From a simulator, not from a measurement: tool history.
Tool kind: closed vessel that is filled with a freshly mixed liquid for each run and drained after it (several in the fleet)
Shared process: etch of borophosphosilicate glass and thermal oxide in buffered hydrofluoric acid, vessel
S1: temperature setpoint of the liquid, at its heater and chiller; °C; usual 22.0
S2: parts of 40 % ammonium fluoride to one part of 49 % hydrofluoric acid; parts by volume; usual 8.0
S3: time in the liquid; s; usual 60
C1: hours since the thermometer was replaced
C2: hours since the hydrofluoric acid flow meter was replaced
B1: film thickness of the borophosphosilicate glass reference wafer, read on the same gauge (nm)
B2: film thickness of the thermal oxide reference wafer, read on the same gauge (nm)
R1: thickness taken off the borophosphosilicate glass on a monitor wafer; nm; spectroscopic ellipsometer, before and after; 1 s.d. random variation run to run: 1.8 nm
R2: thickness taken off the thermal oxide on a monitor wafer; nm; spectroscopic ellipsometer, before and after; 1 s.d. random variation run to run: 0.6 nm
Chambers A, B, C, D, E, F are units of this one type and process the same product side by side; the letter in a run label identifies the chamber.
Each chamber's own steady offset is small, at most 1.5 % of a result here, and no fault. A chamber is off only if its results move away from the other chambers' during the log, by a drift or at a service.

run     day    S1   S2  S3      C1      C2      B1      B2       R1      R2
 1B   0.246  22.0  8.0  60  1296.7   945.6  30.006  89.987  234.360  74.125
 2E   0.671  22.0  8.0  60   668.1   162.1  30.004  90.003  233.570  73.908
 3C   1.012  22.0  8.0  60  1812.4   532.7  30.000  90.030  237.010  75.017
 4D   1.358  22.0  8.0  60   550.6  1384.3  29.989  89.990  234.900  74.896
 5F   1.738  22.0  8.0  60   418.7  1422.7  29.990  90.022  232.400  74.113
 6A   2.162  22.0  8.0  60   416.8   835.9  29.978  90.004  228.200  74.357
 7C   2.383  22.0  9.5  30  1845.3   565.6  30.035  90.014  100.390  31.402
 8F   2.633  22.0  9.5  30   440.2  1444.2  30.007  90.011  100.110  31.627
 9D   3.008  22.0  9.5  30   590.2  1423.9  29.984  89.997  101.250  31.702
10B   3.258  22.0  9.5  30  1369.0  1017.9  30.009  90.034   98.940  31.178
11A   3.450  22.0  9.5  30   447.7   866.8  30.001  89.986   99.553  31.738
12E   3.788  22.0  9.5  30   742.9   236.9  29.996  89.999   99.711  31.532
13D   4.208  22.0  8.0  60   619.0  1452.7  30.021  90.018  231.110  74.480
14C   4.508  22.0  8.0  60  1896.3   616.6  29.974  90.004  237.770  74.462
15F   4.875  22.0  8.0  60   494.0  1498.0  30.010  90.006  234.290  74.401
16B   5.088  22.0  8.0  60  1412.9  1061.8  30.003  89.992  232.610  74.343
17E   5.367  23.5  8.0  60   780.8   274.8  29.992  89.999  255.940  80.041
18A   5.638  23.5  8.0  60   500.2   919.3  30.004  89.989  251.480  79.724
19D   5.988  23.5  8.0  60   661.7  1495.4  29.981  90.007  256.080  80.934
20E   6.292  23.5  8.0  60   803.0   297.0  29.978  89.989  252.950  79.433
21F   6.488  23.5  8.0  60   532.7  1536.7  30.015  89.978  255.400  80.587
22B   6.742  23.5  8.0  60  1452.6  1101.5  29.992  89.998  250.740  79.919
      6.850  -- chamber A: thermometer replaced
23C   7.112  17.5  8.0  80  1958.8   679.1  30.021  90.011  248.170  77.075
24A   7.333  17.5  8.0  80    11.6   960.0  29.982  89.989  240.700  76.305
25E   7.708  17.5  8.0  80   837.0   331.0  30.010  89.992  247.610  76.042
26F   8.038  17.5  8.0  80   569.9  1573.9  30.020  89.973  244.780  75.704
27B   8.379  17.5  8.0  80  1491.9  1140.8  30.015  90.001  244.870  76.808
28A   8.583  17.5  8.0  80    41.6   990.0  30.019  89.997  244.150  76.729
29D   8.962  22.0  8.0  60   733.1  1566.8  30.031  89.993  231.840  74.091
      8.967  -- chamber A: hydrofluoric acid flow meter replaced
30C   9.379  22.0  8.0  60  2013.2   733.5  30.045  89.995  236.890  75.230
31C   9.696  22.0  8.0  60  2020.8   741.1  29.998  89.998  236.440  74.983
32D   9.888  22.0  8.0  60   755.3  1589.0  30.002  89.988  233.420  74.107
33A  10.208  22.0  8.0  60    80.6    29.8  30.002  90.000  231.910  74.620
34E  10.629  22.0  8.0  60   907.1   401.1  29.999  90.027  233.040  73.713
35F  11.050  22.0  8.0  60   642.2  1646.2  30.002  89.995  236.960  73.177
36B  11.325  22.0  8.0  60  1562.6  1211.5  29.957  90.014  230.440  74.652
37E  11.729  22.0  8.0  60   933.5   427.5  30.008  90.007  234.770  74.803

Next, every chamber runs the same settings. What will each give?
38A  12.042  22.0  7.0  60                   ?   ?
38B  12.042  22.0  7.0  60                   ?   ?
38C  12.042  22.0  7.0  60                   ?   ?
38D  12.042  22.0  7.0  60                   ?   ?
38E  12.042  22.0  7.0  60                   ?   ?
38F  12.042  22.0  7.0  60                   ?   ?

run       R1      R2
38A  268.270  85.143
38B  267.350  84.399
38C  275.640  87.067
38D  274.090  84.656
38E  271.280  85.807
38F  270.010  86.287
